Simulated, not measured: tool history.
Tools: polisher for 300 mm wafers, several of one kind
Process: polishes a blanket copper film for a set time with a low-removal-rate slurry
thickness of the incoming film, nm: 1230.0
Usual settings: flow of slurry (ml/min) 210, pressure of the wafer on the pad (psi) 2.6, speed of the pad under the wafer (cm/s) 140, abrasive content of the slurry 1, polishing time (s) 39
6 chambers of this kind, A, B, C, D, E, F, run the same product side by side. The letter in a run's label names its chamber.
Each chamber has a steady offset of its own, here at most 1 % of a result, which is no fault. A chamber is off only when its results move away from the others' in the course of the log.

run   hour  flow of slurry (ml/min)  pressure of the wafer on the pad (psi)  speed of the pad under the wafer (cm/s)  abrasive content of the slurry  polishing time (s)  wafers polished on this pad  hours since the slurry nozzle was cleaned  hours since the head pressure was calibrated  hours since the slurry blender was calibrated  film removed (nm)
 1C    5.8                      210                                     2.6                                      140                               1                  39                          490                                      447.8                                        1141.9                                          323.9             127.86
       7.7  -- chamber A: head pressure recalibrated
 2F     14                      210                                     2.6                                      140                               1                  39                          582                                       62.5                                          32.6                                          129.5              125.4
      19.5  -- chamber B: worn pad replaced by a new one
 3E   19.9                      210                                     2.6                                      140                               1                  39                          714                                      715.1                                         882.8                                           89.2              124.7
 4B     25                      210                                     2.6                                      140                               1                  39                           80                                      146.9                                         609.4                                          186.6             125.56
      29.8  -- chamber A: worn pad replaced by a new one
 5A   30.4                      210                                     2.6                                      140                               1                  39                            9                                      179.7                                          22.8                                          480.2             124.38
      30.9  -- chamber B: slurry blender recalibrated
 6D   37.3                      210                                     2.6                                      140                               1                  39                          962                                      762.5                                         483.1                                          153.3             125.79
      39.2  -- chamber D: worn pad replaced by a new one
      39.2  -- chamber A: slurry blender recalibrated
      40.7  -- chamber E: worn pad replaced by a new one
 7D   45.1                      210                                     2.6                                      140                               1                  39                           86                                      770.3                                         490.9                                          161.1             125.93
      46.3  -- chamber E: slurry nozzle cleaned
 8F   49.6                      210                                     2.6                                      140                               1                  39                         1098                                       98.1                                          68.2                                          165.1             127.93
      50.7  -- chamber D: slurry nozzle cleaned
      52.4  -- chamber C: worn pad replaced by a new one
 9B   58.6                      210                                     2.6                                      106                             1.2                  39                          567                                      180.5                                           643                                           27.8             98.726
        61  -- chamber F: worn pad replaced by a new one
10C     68                      210                                     2.6                                      106                             1.2                  39                          226                                        510                                        1204.1                                          386.1              99.74
      68.5  -- chamber C: slurry blender recalibrated
11A   73.5                      210                                     2.6                                      106                             1.2                  39                          634                                      222.8                                          65.9                                           34.4             98.351
      75.4  -- chamber B: worn pad replaced by a new one
12E     82                      210                                     2.6                                      106                             1.2                  39                          599                                       35.7                                         944.9                                          151.3             98.449
13D   90.5                      210                                     2.6                                      106                             1.2                  39                          744                                       39.9                                         536.3                                          206.5              99.48
14B   95.4                      210                                     2.6                                      106                             1.2                  39                          291                                      217.3                                         679.8                                           64.6             98.719
15E  102.6                      210                                     2.6                                      140                               1                  39                          897                                       56.3                                         965.5                                          171.9             126.27
     105.6  -- chamber D: worn pad replaced by a new one
     110.7  -- chamber E: worn pad replaced by a new one
16A  111.2                      210                                     2.6                                      140                               1                  39                         1180                                      260.5                                         103.6                                           72.1             124.81
17C  118.3                      210                                     2.6                                      140                               1                  39                          955                                      560.3                                        1254.4                                           49.9             126.24
     124.2  -- chamber A: worn pad replaced by a new one
     124.9  -- chamber F: slurry blender recalibrated
18F  127.8                      210                                     2.6                                      140                               1                  39                          968                                      176.3                                         146.4                                            2.9             127.27
19F  134.2                      210                                     2.6                                      140                               1                  39                         1061                                      182.7                                         152.8                                            9.3              126.9
     135.5  -- chamber E: slurry blender recalibrated
     137.1  -- chamber B: worn pad replaced by a new one
     138.6  -- chamber C: head pressure recalibrated
20D  139.7                      210                                     2.6                                      140                               1                  39                          494                                       89.1                                         585.5                                          255.7              125.2
     143.2  -- chamber F: worn pad replaced by a new one
21B  144.6                      210                                     2.6                                      140                               1                  39                          108                                      266.5                                           729                                          113.8             125.07
22A  151.8                      210                                     2.6                                      140                               1                  39                          401                                      301.1                                         144.2                                          112.7              124.4
       152  -- chamber C: worn pad replaced by a new one
23C  156.5                      210                                     2.6                                      140                               1                  39                           66                                      598.5                                          17.9                                           88.1             117.13
     159.7  -- chamber B: head pressure recalibrated
24E  162.4                      210                                     2.3                                      140                             1.2                  39                          750                                      116.1                                        1025.3                                             27             116.91
25F  166.6                      210                                     2.3                                      140                             1.2                  39                          339                                      215.1                                         185.2                                           41.7             116.14
     168.2  -- chamber D: worn pad replaced by a new one
     171.5  -- chamber E: worn pad replaced by a new one
26E    176                      210                                     2.3                                      140                             1.2                  39                           66                                      129.7                                        1038.9                                           40.6             115.76
27B    183                      210                                     2.3                                      140                             1.2                  39                          665                                      304.9                                          23.4                                          152.2             115.25
     192.3  -- chamber B: slurry blender recalibrated
28A  192.5                      210                                     2.3                                      140                             1.2                  39                          991                                      341.8                                         184.9                                          153.4             113.97
     192.9  -- chamber B: worn pad replaced by a new one
29D  200.8                      210                                     2.3                                      140                             1.2                  39                          473                                      150.2                                         646.6                                          316.8             116.16
30C  206.3                      210                                     2.9                                      172                               1                  39                          788                                      648.3                                          67.7                                          137.9             162.02
     208.7  -- chamber A: worn pad replaced by a new one
31F  214.1                      210                                     2.9                                      172                               1                  39                         1027                                      262.6                                         232.7                                           89.2             176.45
32C  218.4                      210                                     2.9                                      172                               1                  39                          963                                      660.4                                          79.8                                            150             161.19
33A    228                      210                                     2.9                                      172                               1                  39                          280                                      377.3                                         220.4                                          188.9             167.58
     228.4  -- chamber E: worn pad replaced by a new one
     232.3  -- chamber E: head pressure recalibrated
34E  232.4                      210                                     2.9                                      172                               1                  39                           58                                      186.1                                           0.2                                             97             171.83
     232.8  -- chamber D: worn pad replaced by a new one
     237.5  -- chamber C: worn pad replaced by a new one
     240.1  -- chamber F: worn pad replaced by a new one
35B    242                      210                                     2.9                                      172                               1                  39                          713                                      363.9                                          82.4                                           49.7             172.38
     245.9  -- chamber B: worn pad replaced by a new one
36D  248.4                      210                                     2.6                                      140                               1                  39                          227                                      197.8                                         694.2                                          364.4             126.69
37B  253.2                      210                                     2.6                                      140                               1                  39                          106                                      375.1                                          93.6                                           60.9             125.58
38F    261                      210                                     2.6                                      140                               1                  39                          303                                      309.5                                         279.6                                          136.1             127.18
39C    268                      210                                     2.6                                      140                               1                  39                          443                                        710                                         129.4                                          199.6             117.49
40D  272.3                      210                                     2.6                                      140                               1                  39                          573                                      221.7                                         718.1                                          388.3             125.93
41E  277.3                      210                                     2.6                                      140                               1                  39                          709                                        231                                          45.1                                          141.9             124.84
     281.2  -- chamber E: worn pad replaced by a new one
42A  286.7                      210                                     2.6                                      140                               1                  39                         1131                                        436                                         279.1                                          247.6              123.3
     289.1  -- chamber D: slurry blender recalibrated
43E  293.5                      210                                     2.6                                      140                               1                  39                          179                                      247.2                                          61.3                                          158.1             125.91
44D    298                      210                                     2.6                                      140                               1                  39                          946                                      247.4                                         743.8                                            8.9             127.27

Next, every chamber runs the same settings. What will each give?
45A  304.9                      210                                     2.6                                      158                               1                  39                                                                                                                                                                                       ?
45B  304.9                      210                                     2.6                                      158                               1                  39                                                                                                                                                                                       ?
45C  304.9                      210                                     2.6                                      158                               1                  39                                                                                                                                                                                       ?
45D  304.9                      210                                     2.6                                      158                               1                  39                                                                                                                                                                                       ?
45E  304.9                      210                                     2.6                                      158                               1                  39                                                                                                                                                                                       ?
45F  304.9                      210                                     2.6                                      158                               1                  39                                                                                                                                                                                       ?

run  film removed (nm)
45A             140.21
45B             140.71
45C             132.53
45D             139.97
45E             140.71
45F             143.22
